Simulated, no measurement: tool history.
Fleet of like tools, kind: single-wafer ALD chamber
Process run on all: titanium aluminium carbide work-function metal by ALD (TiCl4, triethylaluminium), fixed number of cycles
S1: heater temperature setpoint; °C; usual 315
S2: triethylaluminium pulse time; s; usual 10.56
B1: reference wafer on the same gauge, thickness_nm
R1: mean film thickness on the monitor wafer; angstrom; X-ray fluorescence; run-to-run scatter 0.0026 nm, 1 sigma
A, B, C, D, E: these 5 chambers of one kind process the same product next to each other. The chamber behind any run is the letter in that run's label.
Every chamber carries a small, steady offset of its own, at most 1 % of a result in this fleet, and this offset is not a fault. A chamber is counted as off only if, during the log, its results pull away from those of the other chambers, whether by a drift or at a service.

Run 1D, hour 6.5: usual settings; B1 1.9607. Result: R1 21.58 angstrom.
Run 2A, hour 15.1: usual settings; B1 1.9606. Result: R1 21.281 angstrom.
Run 3C, hour 28.9: usual settings; B1 1.9603. Result: R1 21.566 angstrom.
Run 4B, hour 41.8: usual settings; B1 1.9604. Result: R1 21.308 angstrom.
Run 5E, hour 53.6: usual settings; B1 1.9611. Result: R1 21.265 angstrom.
At hour 59.1: chamber B: thermocouple changed; heater temperature recalibrated.
Run 6E, hour 66.2: usual settings; B1 1.9611. Result: R1 21.276 angstrom.
Run 7C, hour 76.8: usual settings but S1 327 °C, S2 9.15 s; B1 1.9622. Result: R1 22.341 angstrom.
Run 8D, hour 89: usual settings but S1 327 °C, S2 9.15 s; B1 1.9621. Result: R1 22.338 angstrom.
At hour 95.1: chamber D: thermocouple changed; heater temperature recalibrated.
Run 9B, hour 99.3: usual settings but S1 327 °C, S2 9.15 s; B1 1.9624. Result: R1 22.046 angstrom.
Run 10A, hour 111.1: usual settings but S1 327 °C, S2 9.15 s; B1 1.9634. Result: R1 22.012 angstrom.
At hour 114.2: chamber B: triethylaluminium bottle replaced.
Run 11E, hour 124.4: usual settings but S1 327 °C, S2 9.15 s; B1 1.9628. Result: R1 21.964 angstrom.
Run 12D, hour 132: usual settings; B1 1.9631. Result: R1 21.626 angstrom.
Run 13C, hour 142.3: usual settings; B1 1.9637. Result: R1 21.635 angstrom.
Run 14B, hour 149.6: usual settings; B1 1.9637. Result: R1 21.42 angstrom.
Run 15A, hour 157.8: usual settings; B1 1.9628. Result: R1 21.323 angstrom.
At hour 162.4: chamber E: thermocouple changed; heater temperature recalibrated.
Run 16D, hour 167.6: usual settings; B1 1.9643. Result: R1 21.603 angstrom.
Run 17A, hour 180.9: usual settings; B1 1.9645. Result: R1 21.355 angstrom.
Run 18C, hour 189.9: usual settings; B1 1.9642. Result: R1 21.675 angstrom.
Run 19E, hour 197.3: usual settings; B1 1.9645. Result: R1 21.313 angstrom.
Run 20B, hour 205.6: usual settings; B1 1.9654. Result: R1 21.395 angstrom.
Run 21B, hour 213.4: usual settings; B1 1.9647. Result: R1 21.399 angstrom.
Run 22A, hour 223.5: usual settings but S1 324 °C, S2 14.28 s; B1 1.9656. Result: R1 22.623 angstrom.
Run 23D, hour 230.7: usual settings but S1 324 °C, S2 14.28 s; B1 1.9654. Result: R1 22.895 angstrom.
Run 24E, hour 241.9: usual settings but S1 324 °C, S2 14.28 s; B1 1.9655. Result: R1 22.564 angstrom.
Run 25C, hour 251.4: usual settings but S1 324 °C, S2 14.28 s; B1 1.9661. Result: R1 22.878 angstrom.
Run 26E, hour 262.3: usual settings but S1 324 °C, S2 14.28 s; B1 1.9666. Result: R1 22.532 angstrom.
Run 27A, hour 268.6: usual settings; B1 1.9662. Result: R1 21.367 angstrom.
Run 28B, hour 275.7: usual settings; B1 1.9657. Result: R1 21.377 angstrom.
Run 29C, hour 286.9: usual settings; B1 1.9673. Result: R1 21.65 angstrom.
Run 30D, hour 300.4: usual settings; B1 1.967. Result: R1 21.637 angstrom.
Run 31E, hour 313.7: usual settings; B1 1.968. Result: R1 21.345 angstrom.
Run 32C, hour 320: usual settings; B1 1.9677. Result: R1 21.714 angstrom.
Run 33B, hour 330.7: usual settings; B1 1.9684. Result: R1 21.415 angstrom.
Run 34D, hour 342.7: usual settings; B1 1.9683. Result: R1 21.686 angstrom.
Run 35A, hour 351.2: usual settings; B1 1.9686. Result: R1 21.394 angstrom.
Run 36B, hour 359.8: usual settings; B1 1.9688. Result: R1 21.44 angstrom.
Run 37A, hour 367.8: usual settings; B1 1.9687. Result: R1 21.401 angstrom.
Run 38C, hour 380.7: usual settings; B1 1.9697. Result: R1 21.697 angstrom.
Run 39D, hour 392.9: usual settings; B1 1.9697. Result: R1 21.681 angstrom.

For the next run the whole fleet of 5 chambers uses the same settings. Give each chamber's results:
Run 40A, hour 403.4: usual settings but S2 14.41 s. Result: R1 ?.
Run 40B, hour 403.4: usual settings but S2 14.41 s. Result: R1 ?.
Run 40C, hour 403.4: usual settings but S2 14.41 s. Result: R1 ?.
Run 40D, hour 403.4: usual settings but S2 14.41 s. Result: R1 ?.
Run 40E, hour 403.4: usual settings but S2 14.41 s. Result: R1 ?.

run      R1
40A  21.854
40B  21.835
40C  22.163
40D  22.075
40E  21.817
